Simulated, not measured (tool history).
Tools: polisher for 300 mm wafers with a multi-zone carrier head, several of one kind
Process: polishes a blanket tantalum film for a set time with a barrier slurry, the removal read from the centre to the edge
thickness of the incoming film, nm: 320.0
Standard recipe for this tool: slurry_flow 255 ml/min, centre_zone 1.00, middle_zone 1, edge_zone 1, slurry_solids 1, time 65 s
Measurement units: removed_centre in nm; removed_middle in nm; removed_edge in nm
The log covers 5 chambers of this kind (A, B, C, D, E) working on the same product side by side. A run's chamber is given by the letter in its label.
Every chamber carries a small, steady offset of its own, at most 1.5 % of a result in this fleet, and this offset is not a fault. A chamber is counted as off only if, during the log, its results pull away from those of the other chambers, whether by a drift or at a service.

run   hour  slurry_flow  centre_zone  middle_zone  edge_zone  slurry_solids  time  removed_centre  removed_middle  removed_edge
 1B   10.9          255         1.00            1          1              1    65         103.830          104.61        105.02
 2A   18.7          255         1.00            1          1              1    65         104.100          102.35        102.88
 3E   24.3          255         1.00            1          1              1    65         101.860          102.49        103.72
 4D   31.7          255         1.00            1          1              1    65         102.110          102.06        102.08
      36.7  -- chamber B: worn pad replaced by a new one
 5C   40.5          255         1.00            1          1              1    65         101.810          102.53        100.70
 6C   50.5          255         1.00            1          1              1    65         102.320          100.18        102.47
      50.6  -- chamber E: worn pad replaced by a new one
      57.2  -- chamber C: worn pad replaced by a new one
 7A   57.9          320         1.00            1          1              1    65         107.370          105.41        102.27
      62.0  -- chamber A: worn pad replaced by a new one
 8B   68.9          320         1.00            1          1              1    65         106.580          103.23        104.25
 9E   76.2          320         1.00            1          1              1    65         103.340          105.94        104.87
10D   84.6          320         1.00            1          1              1    65         106.260          104.23        105.45
11E   94.9          320         1.00            1          1              1    65         105.650          105.69        101.82
      95.1  -- chamber D: worn pad replaced by a new one
12A  103.9          255         1.00            1          1              1    65         106.050          104.44        103.04
13C  113.2          255         1.05            1          1              1    79         130.160          123.29        126.06
14B  122.8          255         1.05            1          1              1    79         134.350          124.13        128.52
     124.1  -- chamber E: worn pad replaced by a new one
     128.7  -- chamber D: centre zone pressure recalibrated
15D  132.3          255         1.05            1          1              1    79         130.320          123.88        125.64
     133.7  -- chamber B: worn pad replaced by a new one
16C  143.1          255         1.05            1          1              1    79         131.160          128.15        122.26
17B  149.6          255         1.05            1          1              1    79         133.330          124.96        124.64
     151.6  -- chamber C: worn pad replaced by a new one
18A  160.1          255         1.00            1          1              1    65         105.440          100.97        104.53
     161.7  -- chamber A: edge zone pressure recalibrated
19D  170.4          255         1.00            1          1              1    65         101.870          101.03        103.95
20E  178.3          255         1.00            1          1              1    65         102.890          105.04        104.99
     178.6  -- chamber A: worn pad replaced by a new one
21B  186.2          255         1.00            1          1              1    65         104.350          102.31        104.17
     187.9  -- chamber C: centre zone pressure recalibrated
     193.9  -- chamber B: slurry nozzle cleaned
     194.3  -- chamber D: slurry nozzle cleaned
     194.5  -- chamber E: worn pad replaced by a new one
22C  194.5          285         1.00            1          1              1    65          96.592          106.76        103.98
     200.9  -- chamber D: worn pad replaced by a new one
     202.2  -- chamber B: edge zone pressure recalibrated
23A  205.3          285         1.00            1          1              1    65         107.080          107.21        104.50
     209.8  -- chamber E: slurry nozzle cleaned
24E  216.1          285         1.00            1          1              1    65         104.560          102.22        102.83
     217.0  -- chamber A: slurry nozzle cleaned
25D  221.2          285         1.00            1          1              1    65         105.280          105.76        105.22
     224.6  -- chamber B: worn pad replaced by a new one
     231.0  -- chamber C: worn pad replaced by a new one
26B  231.7          285         1.00            1          1              1    65         105.580          103.21        104.04
27C  238.5          255         0.95            1          1              1    65          91.521          103.54        103.76
28D  244.0          255         0.95            1          1              1    65          96.055          103.03        103.44
     245.8  -- chamber D: edge zone pressure recalibrated
29E  253.6          255         0.95            1          1              1    65          97.946          104.52        105.85
     256.5  -- chamber E: worn pad replaced by a new one
30A  258.5          255         0.95            1          1              1    65          99.031          102.51        102.11
     261.1  -- chamber C: edge zone pressure recalibrated
31A  268.1          255         0.95            1          1              1    65          99.449          103.85        105.11
     275.8  -- chamber A: worn pad replaced by a new one
32D  278.0          255         1.00            1          1              1    65         102.760          102.16        104.08
33E  284.9          310         1.00            1          1              1    65         104.800          104.17        105.60
     286.7  -- chamber C: slurry nozzle cleaned
34C  291.3          310         1.00            1          1              1    65          97.999          102.59        102.00
35B  297.5          310         1.00            1          1              1    65         106.940          104.41        107.83
     300.7  -- chamber D: worn pad replaced by a new one
36C  306.9          310         1.00            1          1              1    65          98.286          103.73        105.66
37E  316.3          310         1.00            1          1              1    65         104.810          105.97        107.86
38A  323.7          255         1.00            1          1              1    65         104.810          101.60        103.61
39D  333.9          255         1.00            1          1              1    65         102.120          101.19        103.04

Read the log: is a single chamber off, either drifting away or since a service, is the gauge that measures every chamber drifting, or is nothing wrong beyond small per-chamber offsets? Name any odd chamber and what most likely caused it.

After it was serviced, chamber C no longer matches the other chambers.
Cause: centre zone's pressure below its setpoint, % = 6.47.

Below are 4 candidate recipes for chamber C's next run, each the usual settings with a change, their results shown as question marks. Which of them brings C's results back in line with what the other chambers give on the usual settings?
A result is in line if it is within this distance of the other chambers' mean on the usual settings: removed_centre 2.900 nm; removed_middle 4.10 nm; removed_edge 4.60 nm
40C-1  342.0          255         1.02         0.99       1.00              1    65               ?               ?             ?
40C-2  342.0          250         0.95         1.02       1.01              1    64               ?               ?             ?
40C-3  342.0          260         1.05         0.98       0.99              1    66               ?               ?             ?
40C-4  342.0          255         0.98         1.01       1.00              1    65               ?               ?             ?

Other chambers, usual settings, mean: removed_centre 103.470 nm; removed_middle 103.11 nm; removed_edge 103.97 nm
  run  removed_centre  removed_middle  removed_edge
40C-1          97.617          102.08        102.56
40C-2          88.547          103.15        101.28
40C-3         102.610          102.89        103.78
40C-4          93.357          104.02        102.53
It is 40C-3 that realigns the chamber with its peers.

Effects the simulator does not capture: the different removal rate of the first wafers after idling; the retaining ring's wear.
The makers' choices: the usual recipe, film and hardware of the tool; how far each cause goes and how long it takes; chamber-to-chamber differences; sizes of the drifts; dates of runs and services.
